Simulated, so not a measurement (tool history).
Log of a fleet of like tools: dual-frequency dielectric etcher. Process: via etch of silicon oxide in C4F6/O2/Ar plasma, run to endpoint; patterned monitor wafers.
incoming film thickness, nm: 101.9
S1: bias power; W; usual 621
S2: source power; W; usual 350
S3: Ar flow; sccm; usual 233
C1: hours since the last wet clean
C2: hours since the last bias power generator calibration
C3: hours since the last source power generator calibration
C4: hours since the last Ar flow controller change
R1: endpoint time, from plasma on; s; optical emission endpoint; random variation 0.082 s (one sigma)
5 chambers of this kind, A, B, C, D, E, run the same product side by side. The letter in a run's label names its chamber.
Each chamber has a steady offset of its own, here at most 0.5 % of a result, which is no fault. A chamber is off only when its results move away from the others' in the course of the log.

run 1B hour=8.6 | S1=621 S2=350 S3=233 | C1=114.0 C2=983.0 C3=3121.9 C4=5022.0 | R1=21.218
run 2C hour=20.0 | S1=621 S2=350 S3=233 | C1=229.6 C2=3384.0 C3=1245.5 C4=1214.7 | R1=21.105
run 3A hour=26.1 | S1=621 S2=350 S3=233 | C1=191.0 C2=2636.7 C3=1596.4 C4=963.4 | R1=21.125
run 4E hour=34.4 | S1=621 S2=350 S3=233 | C1=69.8 C2=1701.5 C3=1374.8 C4=1912.7 | R1=21.121
run 5D hour=45.6 | S1=621 S2=350 S3=233 | C1=211.9 C2=924.8 C3=237.8 C4=3908.5 | R1=21.029
run 6A hour=51.8 | S1=621 S2=310 S3=216 | C1=216.7 C2=2662.4 C3=1622.1 C4=989.1 | R1=21.909
run 7C hour=58.5 | S1=621 S2=310 S3=216 | C1=268.1 C2=3422.5 C3=1284.0 C4=1253.2 | R1=21.807
run 8B hour=69.9 | S1=621 S2=310 S3=216 | C1=175.3 C2=1044.3 C3=3183.2 C4=5083.3 | R1=21.983
run 9D hour=76.1 | S1=621 S2=310 S3=216 | C1=242.4 C2=955.3 C3=268.3 C4=3939.0 | R1=21.720
run 10E hour=82.6 | S1=621 S2=310 S3=216 | C1=118.0 C2=1749.7 C3=1423.0 C4=1960.9 | R1=21.775
run 11E hour=93.9 | S1=621 S2=350 S3=233 | C1=129.3 C2=1761.0 C3=1434.3 C4=1972.2 | R1=20.993
run 12A hour=103.2 | S1=621 S2=350 S3=233 | C1=268.1 C2=2713.8 C3=1673.5 C4=1040.5 | R1=21.079
-- hour=111.3 chamber C: wet clean of the chamber
run 13D hour=112.4 | S1=621 S2=350 S3=233 | C1=278.7 C2=991.6 C3=304.6 C4=3975.3 | R1=21.038
run 14C hour=120.9 | S1=621 S2=350 S3=233 | C1=9.6 C2=3484.9 C3=1346.4 C4=1315.6 | R1=21.088
run 15B hour=127.9 | S1=621 S2=350 S3=233 | C1=233.3 C2=1102.3 C3=3241.2 C4=5141.3 | R1=21.310
run 16B hour=134.7 | S1=621 S2=350 S3=233 | C1=240.1 C2=1109.1 C3=3248.0 C4=5148.1 | R1=21.188
-- hour=142.7 chamber C: source power generator calibrated
run 17A hour=142.7 | S1=621 S2=350 S3=233 | C1=307.6 C2=2753.3 C3=1713.0 C4=1080.0 | R1=21.013
run 18E hour=152.4 | S1=621 S2=350 S3=233 | C1=187.8 C2=1819.5 C3=1492.8 C4=2030.7 | R1=21.019
run 19D hour=158.8 | S1=621 S2=350 S3=233 | C1=325.1 C2=1038.0 C3=351.0 C4=4021.7 | R1=21.020
run 20C hour=166.7 | S1=621 S2=350 S3=233 | C1=55.4 C2=3530.7 C3=24.1 C4=1361.4 | R1=21.110
run 21E hour=176.7 | S1=621 S2=350 S3=233 | C1=212.1 C2=1843.8 C3=1517.1 C4=2055.0 | R1=20.920
run 22B hour=187.1 | S1=621 S2=350 S3=233 | C1=292.5 C2=1161.5 C3=3300.4 C4=5200.5 | R1=21.168
run 23D hour=198.1 | S1=479 S2=320 S3=233 | C1=364.4 C2=1077.3 C3=390.3 C4=4061.0 | R1=23.856
run 24C hour=203.8 | S1=479 S2=320 S3=233 | C1=92.5 C2=3567.8 C3=61.2 C4=1398.5 | R1=23.962
run 25A hour=215.1 | S1=479 S2=320 S3=233 | C1=380.0 C2=2825.7 C3=1785.4 C4=1152.4 | R1=24.016
run 26C hour=225.7 | S1=479 S2=320 S3=233 | C1=114.4 C2=3589.7 C3=83.1 C4=1420.4 | R1=23.935
run 27E hour=236.1 | S1=479 S2=320 S3=233 | C1=271.5 C2=1903.2 C3=1576.5 C4=2114.4 | R1=24.107
-- hour=238.2 chamber B: source power generator calibrated
run 28A hour=244.8 | S1=621 S2=350 S3=233 | C1=409.7 C2=2855.4 C3=1815.1 C4=1182.1 | R1=21.083
run 29B hour=250.0 | S1=621 S2=350 S3=233 | C1=355.4 C2=1224.4 C3=11.9 C4=5263.4 | R1=21.145
run 30D hour=258.9 | S1=621 S2=350 S3=233 | C1=425.2 C2=1138.1 C3=451.1 C4=4121.8 | R1=21.015
-- hour=261.4 chamber D: wet clean of the chamber
run 31E hour=270.0 | S1=621 S2=350 S3=233 | C1=305.4 C2=1937.1 C3=1610.4 C4=2148.3 | R1=21.024
run 32C hour=279.5 | S1=621 S2=350 S3=233 | C1=168.2 C2=3643.5 C3=136.9 C4=1474.2 | R1=21.030
run 33D hour=285.7 | S1=621 S2=350 S3=233 | C1=24.3 C2=1164.9 C3=477.9 C4=4148.6 | R1=21.057
run 34B hour=295.2 | S1=621 S2=350 S3=233 | C1=400.6 C2=1269.6 C3=57.1 C4=5308.6 | R1=21.254
-- hour=296.7 chamber B: Ar flow controller replaced
run 35A hour=300.3 | S1=500 S2=350 S3=212 | C1=465.2 C2=2910.9 C3=1870.6 C4=1237.6 | R1=22.749
run 36A hour=308.0 | S1=500 S2=350 S3=212 | C1=472.9 C2=2918.6 C3=1878.3 C4=1245.3 | R1=22.779
run 37D hour=315.1 | S1=500 S2=350 S3=212 | C1=53.7 C2=1194.3 C3=507.3 C4=4178.0 | R1=22.554
run 38C hour=325.5 | S1=500 S2=350 S3=212 | C1=214.2 C2=3689.5 C3=182.9 C4=1520.2 | R1=22.541
run 39B hour=333.5 | S1=500 S2=350 S3=212 | C1=438.9 C2=1307.9 C3=95.4 C4=36.8 | R1=22.687
run 40E hour=344.7 | S1=621 S2=350 S3=233 | C1=380.1 C2=2011.8 C3=1685.1 C4=2223.0 | R1=21.022
run 41E hour=355.1 | S1=621 S2=350 S3=233 | C1=390.5 C2=2022.2 C3=1695.5 C4=2233.4 | R1=20.987

Next, every chamber runs the same settings. What will each give?
run 42A hour=363.3 | S1=621 S2=350 S3=233 | R1=?
run 42B hour=363.3 | S1=621 S2=350 S3=233 | R1=?
run 42C hour=363.3 | S1=621 S2=350 S3=233 | R1=?
run 42D hour=363.3 | S1=621 S2=350 S3=233 | R1=?
run 42E hour=363.3 | S1=621 S2=350 S3=233 | R1=?

run=42A R1=21.175
run=42B R1=21.119
run=42C R1=21.012
run=42D R1=21.016
run=42E R1=20.992

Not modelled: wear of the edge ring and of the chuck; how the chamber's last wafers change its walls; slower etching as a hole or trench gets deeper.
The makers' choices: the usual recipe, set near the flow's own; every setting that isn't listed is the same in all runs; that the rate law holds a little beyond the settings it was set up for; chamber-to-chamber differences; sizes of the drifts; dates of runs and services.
